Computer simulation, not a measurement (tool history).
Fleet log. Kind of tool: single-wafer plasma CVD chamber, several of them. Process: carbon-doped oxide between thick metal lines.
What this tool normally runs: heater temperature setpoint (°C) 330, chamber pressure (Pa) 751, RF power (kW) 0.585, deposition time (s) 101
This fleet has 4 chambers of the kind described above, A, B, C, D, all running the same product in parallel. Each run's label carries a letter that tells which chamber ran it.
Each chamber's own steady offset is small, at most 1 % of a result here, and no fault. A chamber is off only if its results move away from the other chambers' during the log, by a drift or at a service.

run,hour,heater temperature setpoint (°C),chamber pressure (Pa),RF power (kW),deposition time (s),"read-back reference wafer on the same gauge, thickness_nm",mean film thickness on the monitor wafer (angstrom)
1C,6.7,330,751,0.585,101,610.95,5975.6
2D,15.7,330,751,0.585,101,610.78,6055.4
3A,24.5,330,751,0.585,101,610.82,5974.0
4B,30.1,330,751,0.585,101,610.92,6018.5
5A,36.9,330,751,0.585,101,610.55,6000.3
6C,45.8,330,751,0.675,101,611.10,6542.7
7B,52.6,330,751,0.675,101,611.41,6566.0
8D,59.8,330,751,0.675,101,610.67,6579.9
9A,68.2,330,751,0.675,101,610.79,6529.7
10B,76.0,330,751,0.585,101,611.15,6063.7
11C,84.0,330,751,0.585,101,610.91,5969.9
12D,93.7,330,853,0.585,101,610.68,6171.7
13C,98.6,330,853,0.585,101,611.29,6029.5
14D,103.0,330,853,0.585,101,610.63,6153.6
15B,108.0,330,853,0.585,101,610.81,6124.2
16A,113.0,330,751,0.585,101,610.76,5996.4
17C,120.2,330,751,0.585,101,610.83,5932.1
18D,124.9,324,751,0.510,101,611.09,5662.9
19A,134.3,324,751,0.510,101,611.14,5646.2
20B,140.4,324,751,0.510,101,610.32,5693.1
21A,145.7,324,751,0.510,101,611.04,5595.4
22D,151.6,330,751,0.515,108,611.42,6000.3
23C,157.0,330,751,0.515,108,610.74,5836.8
24B,167.0,330,751,0.515,108,611.23,5992.5
25D,176.9,330,751,0.515,108,611.49,6001.3
# hour 179.5: chamber C: thermocouple changed; heater temperature recalibrated
26A,183.5,330,751,0.585,101,611.40,6003.3
27B,188.7,330,751,0.585,101,611.58,6051.1
28C,194.0,330,751,0.585,101,610.83,5909.0
29D,199.1,330,751,0.585,101,611.36,6060.0
30A,204.7,330,751,0.585,101,611.18,6009.1
31B,211.0,318,751,0.585,101,611.42,6285.6
32C,216.3,318,751,0.585,101,611.27,6157.1
33A,222.8,318,751,0.585,101,610.90,6228.5
34D,228.7,318,751,0.585,101,610.95,6335.6
35B,234.8,330,751,0.585,101,610.80,6030.8
36C,242.5,330,852,0.585,101,610.75,5940.0
37B,251.9,330,852,0.585,101,611.03,6112.0
38C,259.9,330,852,0.585,101,611.06,5921.6
39D,264.5,330,852,0.585,101,611.11,6168.3
40A,271.0,330,751,0.690,86,610.79,5623.1

The same settings go to every chamber for the next run, one line per chamber below. Forecast the results for each:
41A,278.3,330,751,0.585,85,,?
41B,278.3,330,751,0.585,85,,?
41C,278.3,330,751,0.585,85,,?
41D,278.3,330,751,0.585,85,,?

run,mean film thickness on the monitor wafer (angstrom)
41A,5061.8
41B,5070.9
41C,4919.2
41D,5121.6
